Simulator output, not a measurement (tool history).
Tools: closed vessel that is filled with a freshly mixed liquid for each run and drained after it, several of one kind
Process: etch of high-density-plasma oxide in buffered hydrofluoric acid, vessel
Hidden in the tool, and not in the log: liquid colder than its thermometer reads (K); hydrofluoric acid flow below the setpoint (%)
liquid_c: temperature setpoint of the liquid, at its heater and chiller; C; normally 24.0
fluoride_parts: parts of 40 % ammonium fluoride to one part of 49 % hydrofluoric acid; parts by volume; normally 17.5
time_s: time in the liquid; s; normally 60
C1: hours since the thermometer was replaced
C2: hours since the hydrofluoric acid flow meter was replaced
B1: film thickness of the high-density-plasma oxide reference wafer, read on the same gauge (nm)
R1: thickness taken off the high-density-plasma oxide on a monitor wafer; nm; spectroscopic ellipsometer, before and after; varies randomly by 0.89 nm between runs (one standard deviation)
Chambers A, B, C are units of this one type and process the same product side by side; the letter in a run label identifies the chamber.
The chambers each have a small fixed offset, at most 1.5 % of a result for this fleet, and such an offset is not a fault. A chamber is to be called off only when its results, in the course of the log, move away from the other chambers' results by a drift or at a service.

Run 1B, day 0.471: usual settings; C1 302.2; C2 420.2; B1 49.985. Result: R1 94.350 nm.
Run 2C, day 0.917: usual settings; C1 2113.4; C2 581.6; B1 50.002. Result: R1 95.785 nm.
Run 3A, day 1.600: usual settings; C1 850.9; C2 1247.6; B1 50.011. Result: R1 95.618 nm.
Run 4A, day 2.262: usual settings; C1 866.8; C2 1263.5; B1 49.985. Result: R1 95.321 nm.
Run 5B, day 2.679: usual settings but liquid_c 28.5 C, time_s 40 s; C1 355.2; C2 473.2; B1 49.997. Result: R1 81.039 nm.
Run 6C, day 3.054: usual settings but liquid_c 28.5 C, time_s 40 s; C1 2164.7; C2 632.9; B1 49.998. Result: R1 80.182 nm.
Run 7A, day 3.662: usual settings but liquid_c 28.5 C, time_s 40 s; C1 900.4; C2 1297.1; B1 50.012. Result: R1 80.968 nm.
Run 8C, day 4.358: usual settings; C1 2196.0; C2 664.2; B1 50.022. Result: R1 95.160 nm.
At day 4.954: chamber A: hydrofluoric acid flow meter replaced.
Run 9B, day 4.975: usual settings; C1 410.3; C2 528.3; B1 50.004. Result: R1 94.604 nm.
Run 10B, day 5.533: usual settings; C1 423.7; C2 541.7; B1 49.985. Result: R1 93.547 nm.
Run 11A, day 6.150: usual settings; C1 960.1; C2 28.8; B1 50.003. Result: R1 95.468 nm.
Run 12C, day 6.767: usual settings; C1 2253.8; C2 722.0; B1 50.033. Result: R1 94.770 nm.
Run 13B, day 7.104: usual settings; C1 461.4; C2 579.4; B1 49.994. Result: R1 93.377 nm.
Run 14C, day 7.579: usual settings; C1 2273.3; C2 741.5; B1 49.995. Result: R1 95.149 nm.
Run 15A, day 8.029: usual settings; C1 1005.2; C2 73.9; B1 50.005. Result: R1 94.998 nm.
Run 16A, day 8.462: usual settings; C1 1015.6; C2 84.3; B1 49.995. Result: R1 94.669 nm.
Run 17B, day 8.921: usual settings but time_s 40 s; C1 505.0; C2 623.0; B1 50.033. Result: R1 62.050 nm.
Run 18C, day 9.533: usual settings but time_s 40 s; C1 2320.2; C2 788.4; B1 50.017. Result: R1 64.034 nm.
Run 19A, day 10.050: usual settings but time_s 40 s; C1 1053.7; C2 122.4; B1 49.987. Result: R1 63.794 nm.
Run 20C, day 10.650: usual settings; C1 2347.0; C2 815.2; B1 50.008. Result: R1 94.428 nm.
Run 21B, day 11.275: usual settings; C1 561.5; C2 679.5; B1 49.996. Result: R1 93.779 nm.
Run 22C, day 11.658: usual settings; C1 2371.2; C2 839.4; B1 49.986. Result: R1 95.631 nm.
Run 23A, day 12.233: usual settings but time_s 35 s; C1 1106.1; C2 174.8; B1 49.993. Result: R1 54.849 nm.
Run 24B, day 12.675: usual settings but time_s 35 s; C1 595.1; C2 713.1; B1 49.987. Result: R1 54.693 nm.
At day 13.221: chamber B: thermometer replaced.
Run 25B, day 13.304: usual settings but time_s 35 s; C1 2.0; C2 728.2; B1 49.981. Result: R1 55.527 nm.
Run 26A, day 13.838: usual settings; C1 1144.6; C2 213.3; B1 49.993. Result: R1 95.568 nm.
Run 27C, day 14.379: usual settings; C1 2436.5; C2 904.7; B1 50.020. Result: R1 93.952 nm.
Run 28B, day 14.908: usual settings; C1 40.5; C2 766.7; B1 50.005. Result: R1 94.082 nm.
Run 29C, day 15.488: usual settings; C1 2463.1; C2 931.3; B1 50.036. Result: R1 93.863 nm.
Run 30A, day 15.804: usual settings; C1 1191.8; C2 260.5; B1 50.011. Result: R1 96.933 nm.
Run 31A, day 16.167: usual settings; C1 1200.5; C2 269.2; B1 49.978. Result: R1 93.691 nm.
Run 32C, day 16.808: usual settings; C1 2494.8; C2 963.0; B1 49.989. Result: R1 94.057 nm.
Run 33B, day 17.350: usual settings; C1 99.1; C2 825.3; B1 50.014. Result: R1 95.462 nm.

Which is it: a chamber that has drifted or been left off by a service, a gauge drift common to all chambers, or only each chamber's usual small offset? If a chamber is off, name it and its likeliest cause.

Nothing is wrong: each chamber keeps only its own small, steady offset and the gauge holds still.

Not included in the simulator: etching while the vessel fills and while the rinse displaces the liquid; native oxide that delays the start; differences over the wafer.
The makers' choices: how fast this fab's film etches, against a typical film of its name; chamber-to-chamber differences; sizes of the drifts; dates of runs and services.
